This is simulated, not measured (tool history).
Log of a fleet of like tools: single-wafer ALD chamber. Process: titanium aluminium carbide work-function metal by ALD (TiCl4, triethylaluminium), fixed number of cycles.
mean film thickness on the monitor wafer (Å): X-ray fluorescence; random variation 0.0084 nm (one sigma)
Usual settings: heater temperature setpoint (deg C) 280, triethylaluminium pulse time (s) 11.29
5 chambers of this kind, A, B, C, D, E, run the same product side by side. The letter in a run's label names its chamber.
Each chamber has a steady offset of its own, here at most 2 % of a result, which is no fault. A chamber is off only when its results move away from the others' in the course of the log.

run,hour,heater temperature setpoint (deg C),triethylaluminium pulse time (s),"read-back reference wafer on the same gauge, thickness_nm",mean film thickness on the monitor wafer (Å)
1B,2.9,280,11.29,1.7506,18.240
2A,6.0,280,11.29,1.7489,18.420
3E,9.9,280,11.29,1.7499,18.589
4C,13.5,280,11.29,1.7488,18.473
5D,17.2,280,11.29,1.7517,18.843
6E,19.4,280,11.29,1.7487,18.568
7A,24.2,280,11.29,1.7476,18.361
8D,26.6,280,11.29,1.7493,18.877
9B,28.9,280,11.29,1.7503,18.213
10C,31.6,280,11.29,1.7498,18.386
11D,35.5,280,11.29,1.7484,18.913
12B,38.9,280,11.29,1.7506,18.208
13E,42.2,280,11.29,1.7491,18.322
14A,45.8,280,11.29,1.7512,18.479
15C,48.8,280,11.29,1.7497,18.526
16B,52.8,280,11.29,1.7493,18.123
17A,56.8,274,11.29,1.7484,18.022
18D,60.1,274,11.29,1.7487,18.326
19E,63.9,274,11.29,1.7495,17.935
20C,66.2,274,11.29,1.7476,17.949
21D,69.0,274,11.29,1.7502,18.214
22C,72.8,280,11.29,1.7508,18.425
23E,77.6,280,11.29,1.7476,18.461
# hour 78.6: chamber D: thermocouple changed; heater temperature recalibrated
24B,81.2,280,11.29,1.7515,18.095
25A,84.0,280,11.29,1.7503,18.484
26A,87.8,280,11.29,1.7483,18.536
27D,91.3,280,11.29,1.7488,19.266
28B,96.0,280,11.29,1.7506,18.184
29C,100.6,280,11.29,1.7511,18.594
30E,103.1,280,11.29,1.7490,18.490
31C,107.6,280,11.29,1.7517,18.410
32B,110.6,280,11.29,1.7488,18.116
33A,114.9,280,11.29,1.7484,18.483
34D,117.8,280,11.29,1.7494,19.365
35E,120.5,280,11.29,1.7517,18.424
36B,123.1,280,11.29,1.7477,18.165
37C,125.8,280,11.29,1.7507,18.406

What goes on in this fleet: one chamber off, a drifting gauge, or nothing beyond the chambers' own small offsets? Name the chamber and the cause, if any.

A service left chamber D off against the others.
Cause: wafer temperature above the value expected at the setpoint (K) = 5.3.

Here are 4 candidates for chamber D's next run, each the usual settings with a change, their results left as question marks. Which one brings its results back in line with what the others give on the usual settings?
In line means no further than this from the other chambers' mean on the usual settings: mean film thickness on the monitor wafer (Å) 0.290
38D-1,129.3,288,12.50,,?
38D-2,129.3,270,11.29,,?
38D-3,129.3,266,9.16,,?
38D-4,129.3,298,13.94,,?

The other chambers' mean on the usual settings: mean film thickness on the monitor wafer (Å) 18.380
run,mean film thickness on the monitor wafer (Å)
38D-1,20.095
38D-2,18.349
38D-3,17.581
38D-4,21.118
38D-2 brings the chamber back in line.
